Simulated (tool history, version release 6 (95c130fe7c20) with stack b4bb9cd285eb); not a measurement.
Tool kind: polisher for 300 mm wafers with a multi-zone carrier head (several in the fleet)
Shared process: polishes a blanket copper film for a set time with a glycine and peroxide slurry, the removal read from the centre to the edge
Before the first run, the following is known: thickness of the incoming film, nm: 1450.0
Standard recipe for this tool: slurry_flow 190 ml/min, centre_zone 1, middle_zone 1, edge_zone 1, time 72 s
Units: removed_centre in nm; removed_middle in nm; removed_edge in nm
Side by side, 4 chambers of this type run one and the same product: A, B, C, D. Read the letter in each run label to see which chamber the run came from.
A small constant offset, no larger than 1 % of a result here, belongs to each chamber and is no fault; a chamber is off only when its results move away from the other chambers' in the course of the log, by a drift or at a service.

run 1A hour=9.5 | slurry_flow=190 centre_zone=1 middle_zone=1 edge_zone=1 time=72 | removed_centre=226.48 removed_middle=220.42 removed_edge=225.46
run 2D hour=20.9 | slurry_flow=190 centre_zone=1 middle_zone=1 edge_zone=1 time=72 | removed_centre=220.32 removed_middle=225.26 removed_edge=222.57
run 3C hour=32 | slurry_flow=190 centre_zone=1 middle_zone=1 edge_zone=1 time=72 | removed_centre=220.67 removed_middle=219.92 removed_edge=220.34
run 4B hour=46.9 | slurry_flow=190 centre_zone=1 middle_zone=1 edge_zone=1 time=72 | removed_centre=221.93 removed_middle=224.45 removed_edge=223.89
run 5B hour=57.3 | slurry_flow=190 centre_zone=1 middle_zone=1 edge_zone=1 time=72 | removed_centre=226.83 removed_middle=224.63 removed_edge=221.34
run 6C hour=69.4 | slurry_flow=190 centre_zone=1 middle_zone=1 edge_zone=1 time=72 | removed_centre=224.66 removed_middle=224.73 removed_edge=219.98
-- hour=72.7 chamber B: worn pad replaced by a new one
run 7A hour=78.9 | slurry_flow=190 centre_zone=1 middle_zone=1 edge_zone=1 time=72 | removed_centre=225.73 removed_middle=222.12 removed_edge=221.63
run 8D hour=93.1 | slurry_flow=190 centre_zone=1 middle_zone=1 edge_zone=1 time=72 | removed_centre=219.29 removed_middle=225.11 removed_edge=221.03
-- hour=95.9 chamber D: worn pad replaced by a new one
run 9B hour=108.8 | slurry_flow=190 centre_zone=1 middle_zone=1 edge_zone=1 time=72 | removed_centre=227.94 removed_middle=228.77 removed_edge=227.37
run 10A hour=118.3 | slurry_flow=190 centre_zone=1 middle_zone=1 edge_zone=1 time=72 | removed_centre=229.16 removed_middle=222.35 removed_edge=223.78
run 11C hour=127 | slurry_flow=130 centre_zone=1 middle_zone=0.93 edge_zone=1 time=72 | removed_centre=206.92 removed_middle=196.94 removed_edge=210.19
run 12D hour=140.5 | slurry_flow=130 centre_zone=1 middle_zone=0.93 edge_zone=1 time=72 | removed_centre=208.01 removed_middle=194.07 removed_edge=215.15
run 13C hour=152.1 | slurry_flow=130 centre_zone=1 middle_zone=0.93 edge_zone=1 time=72 | removed_centre=201.31 removed_middle=199.28 removed_edge=214.79
run 14A hour=165.2 | slurry_flow=130 centre_zone=1 middle_zone=0.93 edge_zone=1 time=72 | removed_centre=209.1 removed_middle=195.87 removed_edge=212.45
run 15D hour=173.7 | slurry_flow=190 centre_zone=1.07 middle_zone=1 edge_zone=1 time=48 | removed_centre=160.14 removed_middle=150.77 removed_edge=151.57
-- hour=175.3 chamber C: worn pad replaced by a new one
run 16B hour=186.3 | slurry_flow=190 centre_zone=1.07 middle_zone=1 edge_zone=1 time=48 | removed_centre=158.02 removed_middle=149.54 removed_edge=152.3
-- hour=196.4 chamber D: centre zone pressure recalibrated
run 17D hour=197.9 | slurry_flow=190 centre_zone=1.07 middle_zone=1 edge_zone=1 time=48 | removed_centre=157.27 removed_middle=152.44 removed_edge=150.88
-- hour=204.2 chamber D: worn pad replaced by a new one
run 18B hour=206.3 | slurry_flow=190 centre_zone=1.07 middle_zone=1 edge_zone=1 time=48 | removed_centre=161.67 removed_middle=146.91 removed_edge=152.66
-- hour=210.2 chamber A: slurry nozzle cleaned
run 19A hour=215.6 | slurry_flow=190 centre_zone=1 middle_zone=1 edge_zone=1 time=72 | removed_centre=218.67 removed_middle=212.45 removed_edge=220.96
-- hour=223.3 chamber A: edge zone pressure recalibrated
run 20C hour=228.1 | slurry_flow=220 centre_zone=1 middle_zone=1 edge_zone=1 time=72 | removed_centre=223.78 removed_middle=228.8 removed_edge=225.27
run 21D hour=239.2 | slurry_flow=220 centre_zone=1 middle_zone=1 edge_zone=1 time=72 | removed_centre=225.95 removed_middle=228 removed_edge=232.98
run 22A hour=247.4 | slurry_flow=220 centre_zone=1 middle_zone=1 edge_zone=1 time=72 | removed_centre=218.65 removed_middle=218.49 removed_edge=219.69
-- hour=252.4 chamber D: slurry nozzle cleaned
-- hour=258 chamber C: slurry nozzle cleaned
run 23C hour=259.4 | slurry_flow=220 centre_zone=1 middle_zone=1 edge_zone=1 time=72 | removed_centre=227.64 removed_middle=227 removed_edge=227.85
-- hour=260.7 chamber B: worn pad replaced by a new one
-- hour=264 chamber B: centre zone pressure recalibrated
run 24B hour=272.2 | slurry_flow=190 centre_zone=1 middle_zone=1 edge_zone=1 time=72 | removed_centre=223.64 removed_middle=227.07 removed_edge=224.99
run 25C hour=283.7 | slurry_flow=190 centre_zone=1 middle_zone=1 edge_zone=1 time=72 | removed_centre=220.66 removed_middle=224.15 removed_edge=221.32
-- hour=285.8 chamber B: slurry nozzle cleaned
-- hour=294.2 chamber D: worn pad replaced by a new one
run 26A hour=296.4 | slurry_flow=190 centre_zone=1 middle_zone=1 edge_zone=1 time=72 | removed_centre=216.54 removed_middle=211.08 removed_edge=209.6
run 27D hour=309.2 | slurry_flow=190 centre_zone=1 middle_zone=1 edge_zone=1 time=72 | removed_centre=223.14 removed_middle=225.56 removed_edge=223.67
run 28B hour=317.7 | slurry_flow=190 centre_zone=1 middle_zone=1 edge_zone=1 time=72 | removed_centre=221.46 removed_middle=224.72 removed_edge=224.24
run 29A hour=332.8 | slurry_flow=190 centre_zone=1.11 middle_zone=1 edge_zone=1 time=51 | removed_centre=164.9 removed_middle=144.28 removed_edge=147.21
run 30D hour=341.1 | slurry_flow=190 centre_zone=1.11 middle_zone=1 edge_zone=1 time=51 | removed_centre=179.42 removed_middle=154.19 removed_edge=160.36
run 31B hour=355.4 | slurry_flow=190 centre_zone=1.11 middle_zone=1 edge_zone=1 time=51 | removed_centre=175.89 removed_middle=163.41 removed_edge=159.36
-- hour=363.2 chamber C: worn pad replaced by a new one
run 32C hour=370 | slurry_flow=190 centre_zone=1.11 middle_zone=1 edge_zone=1 time=51 | removed_centre=175.31 removed_middle=160 removed_edge=157.06
run 33D hour=380.2 | slurry_flow=190 centre_zone=1 middle_zone=1 edge_zone=1 time=72 | removed_centre=224.46 removed_middle=224.86 removed_edge=226.14
run 34C hour=392.8 | slurry_flow=190 centre_zone=1 middle_zone=1 edge_zone=1 time=72 | removed_centre=222.71 removed_middle=222.84 removed_edge=223.33
run 35A hour=405.8 | slurry_flow=190 centre_zone=1 middle_zone=1 edge_zone=1 time=72 | removed_centre=204.88 removed_middle=197.49 removed_edge=199.6

The same settings go to every chamber for the next run, one line per chamber below. Forecast the results for each:
run 36A hour=417.3 | slurry_flow=190 centre_zone=1 middle_zone=1 edge_zone=1 time=72 | removed_centre=? removed_middle=? removed_edge=?
run 36B hour=417.3 | slurry_flow=190 centre_zone=1 middle_zone=1 edge_zone=1 time=72 | removed_centre=? removed_middle=? removed_edge=?
run 36C hour=417.3 | slurry_flow=190 centre_zone=1 middle_zone=1 edge_zone=1 time=72 | removed_centre=? removed_middle=? removed_edge=?
run 36D hour=417.3 | slurry_flow=190 centre_zone=1 middle_zone=1 edge_zone=1 time=72 | removed_centre=? removed_middle=? removed_edge=?

run=36A removed_centre=204.32 removed_middle=200.09 removed_edge=196.55
run=36B removed_centre=223.27 removed_middle=226.65 removed_edge=227.94
run=36C removed_centre=223.42 removed_middle=224.95 removed_edge=220.36
run=36D removed_centre=221.4 removed_middle=221.6 removed_edge=227.02

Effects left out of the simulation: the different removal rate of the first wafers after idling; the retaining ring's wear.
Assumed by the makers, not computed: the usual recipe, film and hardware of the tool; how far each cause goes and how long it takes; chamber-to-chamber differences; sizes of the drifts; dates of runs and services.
